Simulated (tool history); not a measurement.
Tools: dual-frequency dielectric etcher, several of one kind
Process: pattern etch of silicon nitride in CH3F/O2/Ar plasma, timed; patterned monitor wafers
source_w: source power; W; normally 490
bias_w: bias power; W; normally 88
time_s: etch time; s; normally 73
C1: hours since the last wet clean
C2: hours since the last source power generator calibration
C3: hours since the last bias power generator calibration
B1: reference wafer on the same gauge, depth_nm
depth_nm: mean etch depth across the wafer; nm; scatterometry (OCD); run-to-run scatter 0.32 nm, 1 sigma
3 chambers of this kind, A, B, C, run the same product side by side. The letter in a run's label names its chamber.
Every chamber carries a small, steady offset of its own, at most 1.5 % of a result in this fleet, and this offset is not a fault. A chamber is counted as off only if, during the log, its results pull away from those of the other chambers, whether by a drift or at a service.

Run 1A, day 0.646: usual settings; C1 376.4; C2 490.6; C3 2810.1; B1 58.641. Result: depth_nm 59.02 nm.
At day 1.171: chamber A: bias power generator calibrated.
Run 2C, day 1.292: usual settings; C1 174.1; C2 954.5; C3 725.3; B1 58.698. Result: depth_nm 58.849 nm.
Run 3B, day 1.792: usual settings; C1 443.7; C2 2172.9; C3 900.1; B1 58.629. Result: depth_nm 58.445 nm.
Run 4B, day 2.4: usual settings; C1 458.3; C2 2187.5; C3 914.7; B1 58.609. Result: depth_nm 58.254 nm.
Run 5A, day 2.892: usual settings but time_s 54.5 s; C1 430.3; C2 544.5; C3 41.4; B1 58.575. Result: depth_nm 43.936 nm.
Run 6C, day 3.538: usual settings but time_s 54.5 s; C1 228; C2 1008.4; C3 779.2; B1 58.606. Result: depth_nm 44.02 nm.
Run 7C, day 3.833: usual settings but time_s 54.5 s; C1 235.1; C2 1015.5; C3 786.3; B1 58.563. Result: depth_nm 43.881 nm.
Run 8A, day 4.158: usual settings; C1 460.7; C2 574.9; C3 71.8; B1 58.616. Result: depth_nm 58.161 nm.
Run 9B, day 4.625: usual settings; C1 511.7; C2 2240.9; C3 968.1; B1 58.597. Result: depth_nm 58.696 nm.
At day 4.638: chamber B: wet clean of the chamber.
Run 10C, day 5.046: usual settings; C1 264.2; C2 1044.6; C3 815.4; B1 58.616. Result: depth_nm 59.039 nm.
Run 11B, day 5.654: usual settings; C1 24.5; C2 2265.6; C3 992.8; B1 58.608. Result: depth_nm 61.111 nm.
Run 12A, day 5.967: usual settings but bias_w 80 W, time_s 61 s; C1 504.1; C2 618.3; C3 115.2; B1 58.602. Result: depth_nm 47.542 nm.
Run 13B, day 6.367: usual settings but bias_w 80 W, time_s 61 s; C1 41.6; C2 2282.7; C3 1009.9; B1 58.66. Result: depth_nm 49.485 nm.
Run 14C, day 6.854: usual settings but bias_w 80 W, time_s 61 s; C1 307.6; C2 1088; C3 858.8; B1 58.558. Result: depth_nm 47.85 nm.
Run 15A, day 7.183: usual settings; C1 533.3; C2 647.5; C3 144.4; B1 58.543. Result: depth_nm 58.409 nm.
Run 16C, day 7.65: usual settings but source_w 560 W, time_s 61.5 s; C1 326.7; C2 1107.1; C3 877.9; B1 58.693. Result: depth_nm 51.809 nm.
Run 17B, day 8.142: usual settings but source_w 560 W, time_s 61.5 s; C1 84.2; C2 2325.3; C3 1052.5; B1 58.655. Result: depth_nm 53.946 nm.
Run 18A, day 8.583: usual settings but source_w 560 W, time_s 61.5 s; C1 566.9; C2 681.1; C3 178; B1 58.598. Result: depth_nm 52.099 nm.
Run 19A, day 9.133: usual settings; C1 580.1; C2 694.3; C3 191.2; B1 58.584. Result: depth_nm 58.981 nm.
Run 20C, day 9.529: usual settings; C1 371.8; C2 1152.2; C3 923; B1 58.533. Result: depth_nm 58.677 nm.
At day 9.875: chamber A: wet clean of the chamber.
Run 21B, day 10.158: usual settings; C1 132.6; C2 2373.7; C3 1100.9; B1 58.573. Result: depth_nm 60.837 nm.
Run 22A, day 10.521: usual settings; C1 15.6; C2 727.6; C3 224.5; B1 58.647. Result: depth_nm 58.98 nm.
Run 23B, day 10.804: usual settings; C1 148.1; C2 2389.2; C3 1116.4; B1 58.601. Result: depth_nm 61.513 nm.
Run 24C, day 11.396: usual settings; C1 416.6; C2 1197; C3 967.8; B1 58.558. Result: depth_nm 59.414 nm.
Run 25C, day 11.679: usual settings; C1 423.4; C2 1203.8; C3 974.6; B1 58.61. Result: depth_nm 58.681 nm.
Run 26A, day 12.154: usual settings; C1 54.8; C2 766.8; C3 263.7; B1 58.574. Result: depth_nm 58.516 nm.
Run 27B, day 12.483: usual settings; C1 188.4; C2 2429.5; C3 1156.7; B1 58.634. Result: depth_nm 60.905 nm.
Run 28A, day 12.988: usual settings; C1 74.8; C2 786.8; C3 283.7; B1 58.65. Result: depth_nm 58.726 nm.
Run 29C, day 13.508: usual settings but time_s 53.5 s; C1 467.3; C2 1247.7; C3 1018.5; B1 58.545. Result: depth_nm 43.206 nm.
Run 30B, day 13.942: usual settings but time_s 53.5 s; C1 223.4; C2 2464.5; C3 1191.7; B1 58.621. Result: depth_nm 45.142 nm.

What goes on in this fleet: one chamber off, a drifting gauge, or nothing beyond the chambers' own small offsets? Name the chamber and the cause, if any.

A service left chamber B off against the others.
Most likely cause: etch rate over this chamber's usual, % = 4.64.

Chamber B could run next with any of the 4 candidate recipes listed below; each alters the usual settings, and their results appear as question marks. Which one brings its results back in line with what the other chambers deliver on the usual settings?
A result is in line if it is within this distance of the other chambers' mean on the usual settings: depth_nm 1.1 nm
Run 31B-1, day 14.412: usual settings but bias_w 87 W, time_s 68 s. Result: depth_nm ?.
Run 31B-2, day 14.412: usual settings but time_s 75.5 s. Result: depth_nm ?.
Run 31B-3, day 14.412: usual settings but time_s 70.5 s. Result: depth_nm ?.
Run 31B-4, day 14.412: usual settings but source_w 500 W, time_s 78 s. Result: depth_nm ?.

Usual-settings mean across the other chambers: depth_nm 58.933 nm
  run  depth_nm
31B-1    56.838
31B-2    63.365
31B-3    59.169
31B-4    65.971
31B-3 puts the chamber back in line with the other chambers.
